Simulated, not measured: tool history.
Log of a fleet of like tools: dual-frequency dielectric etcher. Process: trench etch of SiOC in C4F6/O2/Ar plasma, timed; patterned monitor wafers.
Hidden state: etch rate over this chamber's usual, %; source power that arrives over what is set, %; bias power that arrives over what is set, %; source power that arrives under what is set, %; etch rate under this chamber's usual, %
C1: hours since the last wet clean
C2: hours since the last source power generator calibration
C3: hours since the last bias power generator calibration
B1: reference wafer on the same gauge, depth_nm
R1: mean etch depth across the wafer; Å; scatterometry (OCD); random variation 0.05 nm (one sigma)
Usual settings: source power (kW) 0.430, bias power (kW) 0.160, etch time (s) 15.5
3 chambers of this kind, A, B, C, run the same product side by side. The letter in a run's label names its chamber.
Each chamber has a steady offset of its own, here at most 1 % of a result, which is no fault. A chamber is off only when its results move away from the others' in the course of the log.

{"run": "1C", "hour": 7.7, "source power (kW)": 0.43, "bias power (kW)": 0.16, "etch time (s)": 15.5, "C1": 158.1, "C2": 2214.3, "C3": 1261.7, "B1": 31.41, "R1": 321.52}
{"hour": 8.1, "done": "chamber A: wet clean of the chamber"}
{"run": "2B", "hour": 14.7, "source power (kW)": 0.43, "bias power (kW)": 0.16, "etch time (s)": 15.5, "C1": 325.0, "C2": 135.8, "C3": 1816.6, "B1": 31.414, "R1": 321.25}
{"run": "3A", "hour": 28.0, "source power (kW)": 0.43, "bias power (kW)": 0.16, "etch time (s)": 15.5, "C1": 19.9, "C2": 1864.8, "C3": 174.6, "B1": 31.418, "R1": 319.54}
{"run": "4A", "hour": 42.0, "source power (kW)": 0.43, "bias power (kW)": 0.16, "etch time (s)": 15.5, "C1": 33.9, "C2": 1878.8, "C3": 188.6, "B1": 31.441, "R1": 320.17}
{"hour": 42.1, "done": "chamber B: wet clean of the chamber"}
{"run": "5C", "hour": 51.7, "source power (kW)": 0.43, "bias power (kW)": 0.16, "etch time (s)": 15.5, "C1": 202.1, "C2": 2258.3, "C3": 1305.7, "B1": 31.43, "R1": 322.11}
{"run": "6B", "hour": 59.8, "source power (kW)": 0.43, "bias power (kW)": 0.16, "etch time (s)": 15.5, "C1": 17.7, "C2": 180.9, "C3": 1861.7, "B1": 31.434, "R1": 321.39}
{"run": "7A", "hour": 74.2, "source power (kW)": 0.43, "bias power (kW)": 0.16, "etch time (s)": 15.5, "C1": 66.1, "C2": 1911.0, "C3": 220.8, "B1": 31.443, "R1": 318.85}
{"run": "8C", "hour": 84.9, "source power (kW)": 0.43, "bias power (kW)": 0.16, "etch time (s)": 15.5, "C1": 235.3, "C2": 2291.5, "C3": 1338.9, "B1": 31.446, "R1": 322.17}
{"run": "9B", "hour": 93.0, "source power (kW)": 0.43, "bias power (kW)": 0.16, "etch time (s)": 15.5, "C1": 50.9, "C2": 214.1, "C3": 1894.9, "B1": 31.439, "R1": 321.7}
{"run": "10A", "hour": 104.8, "source power (kW)": 0.43, "bias power (kW)": 0.18, "etch time (s)": 15.5, "C1": 96.7, "C2": 1941.6, "C3": 251.4, "B1": 31.463, "R1": 331.12}
{"run": "11B", "hour": 111.9, "source power (kW)": 0.43, "bias power (kW)": 0.18, "etch time (s)": 15.5, "C1": 69.8, "C2": 233.0, "C3": 1913.8, "B1": 31.468, "R1": 332.85}
{"run": "12C", "hour": 123.6, "source power (kW)": 0.43, "bias power (kW)": 0.18, "etch time (s)": 15.5, "C1": 274.0, "C2": 2330.2, "C3": 1377.6, "B1": 31.468, "R1": 333.15}
{"run": "13B", "hour": 136.1, "source power (kW)": 0.43, "bias power (kW)": 0.16, "etch time (s)": 15.5, "C1": 94.0, "C2": 257.2, "C3": 1938.0, "B1": 31.473, "R1": 320.79}
{"run": "14C", "hour": 142.4, "source power (kW)": 0.43, "bias power (kW)": 0.16, "etch time (s)": 15.5, "C1": 292.8, "C2": 2349.0, "C3": 1396.4, "B1": 31.472, "R1": 322.57}
{"run": "15A", "hour": 151.5, "source power (kW)": 0.43, "bias power (kW)": 0.124, "etch time (s)": 15.5, "C1": 143.4, "C2": 1988.3, "C3": 298.1, "B1": 31.5, "R1": 296.92}
{"run": "16C", "hour": 165.6, "source power (kW)": 0.43, "bias power (kW)": 0.124, "etch time (s)": 15.5, "C1": 316.0, "C2": 2372.2, "C3": 1419.6, "B1": 31.489, "R1": 298.33}
{"run": "17B", "hour": 172.4, "source power (kW)": 0.43, "bias power (kW)": 0.124, "etch time (s)": 15.5, "C1": 130.3, "C2": 293.5, "C3": 1974.3, "B1": 31.497, "R1": 299.18}
{"run": "18A", "hour": 179.2, "source power (kW)": 0.43, "bias power (kW)": 0.16, "etch time (s)": 15.5, "C1": 171.1, "C2": 2016.0, "C3": 325.8, "B1": 31.492, "R1": 319.39}
{"run": "19A", "hour": 185.9, "source power (kW)": 0.43, "bias power (kW)": 0.16, "etch time (s)": 15.5, "C1": 177.8, "C2": 2022.7, "C3": 332.5, "B1": 31.506, "R1": 320.56}
{"run": "20B", "hour": 195.9, "source power (kW)": 0.43, "bias power (kW)": 0.16, "etch time (s)": 15.5, "C1": 153.8, "C2": 317.0, "C3": 1997.8, "B1": 31.522, "R1": 322.33}
{"run": "21C", "hour": 203.7, "source power (kW)": 0.43, "bias power (kW)": 0.16, "etch time (s)": 15.5, "C1": 354.1, "C2": 2410.3, "C3": 1457.7, "B1": 31.509, "R1": 322.97}
{"run": "22A", "hour": 214.1, "source power (kW)": 0.43, "bias power (kW)": 0.16, "etch time (s)": 15.5, "C1": 206.0, "C2": 2050.9, "C3": 360.7, "B1": 31.536, "R1": 320.26}
{"run": "23C", "hour": 224.3, "source power (kW)": 0.43, "bias power (kW)": 0.16, "etch time (s)": 15.5, "C1": 374.7, "C2": 2430.9, "C3": 1478.3, "B1": 31.523, "R1": 321.96}
{"run": "24B", "hour": 235.5, "source power (kW)": 0.43, "bias power (kW)": 0.16, "etch time (s)": 15.5, "C1": 193.4, "C2": 356.6, "C3": 2037.4, "B1": 31.522, "R1": 321.86}
{"hour": 240.3, "done": "chamber C: wet clean of the chamber"}
{"run": "25B", "hour": 243.5, "source power (kW)": 0.43, "bias power (kW)": 0.16, "etch time (s)": 15.5, "C1": 201.4, "C2": 364.6, "C3": 2045.4, "B1": 31.536, "R1": 323.52}
{"run": "26A", "hour": 253.7, "source power (kW)": 0.43, "bias power (kW)": 0.16, "etch time (s)": 15.5, "C1": 245.6, "C2": 2090.5, "C3": 400.3, "B1": 31.54, "R1": 321.13}
{"run": "27C", "hour": 262.8, "source power (kW)": 0.43, "bias power (kW)": 0.16, "etch time (s)": 18.5, "C1": 22.5, "C2": 2469.4, "C3": 1516.8, "B1": 31.565, "R1": 385.87}
{"run": "28B", "hour": 269.9, "source power (kW)": 0.43, "bias power (kW)": 0.16, "etch time (s)": 18.5, "C1": 227.8, "C2": 391.0, "C3": 2071.8, "B1": 31.549, "R1": 385.02}
{"run": "29C", "hour": 277.7, "source power (kW)": 0.43, "bias power (kW)": 0.16, "etch time (s)": 18.5, "C1": 37.4, "C2": 2484.3, "C3": 1531.7, "B1": 31.557, "R1": 385.49}
{"run": "30A", "hour": 290.2, "source power (kW)": 0.43, "bias power (kW)": 0.16, "etch time (s)": 15.5, "C1": 282.1, "C2": 2127.0, "C3": 436.8, "B1": 31.557, "R1": 321.37}
{"run": "31B", "hour": 302.8, "source power (kW)": 0.43, "bias power (kW)": 0.16, "etch time (s)": 15.5, "C1": 260.7, "C2": 423.9, "C3": 2104.7, "B1": 31.57, "R1": 323.06}
{"run": "32C", "hour": 310.8, "source power (kW)": 0.43, "bias power (kW)": 0.16, "etch time (s)": 15.5, "C1": 70.5, "C2": 2517.4, "C3": 1564.8, "B1": 31.573, "R1": 323.16}
{"run": "33A", "hour": 324.4, "source power (kW)": 0.43, "bias power (kW)": 0.16, "etch time (s)": 15.5, "C1": 316.3, "C2": 2161.2, "C3": 471.0, "B1": 31.593, "R1": 320.33}
{"run": "34A", "hour": 332.5, "source power (kW)": 0.43, "bias power (kW)": 0.16, "etch time (s)": 15.5, "C1": 324.4, "C2": 2169.3, "C3": 479.1, "B1": 31.601, "R1": 320.86}
{"run": "35C", "hour": 339.8, "source power (kW)": 0.43, "bias power (kW)": 0.179, "etch time (s)": 15.5, "C1": 99.5, "C2": 2546.4, "C3": 1593.8, "B1": 31.589, "R1": 334.79}
{"run": "36B", "hour": 352.4, "source power (kW)": 0.43, "bias power (kW)": 0.179, "etch time (s)": 15.5, "C1": 310.3, "C2": 473.5, "C3": 2154.3, "B1": 31.586, "R1": 334.45}

What goes on in this fleet: one chamber off, a drifting gauge, or nothing beyond the chambers' own small offsets? Name the chamber and the cause, if any.

The gauge drifts, so all chambers seem to drift together. No chamber is off.
Cause: gauge reads high (%) = 0.647.
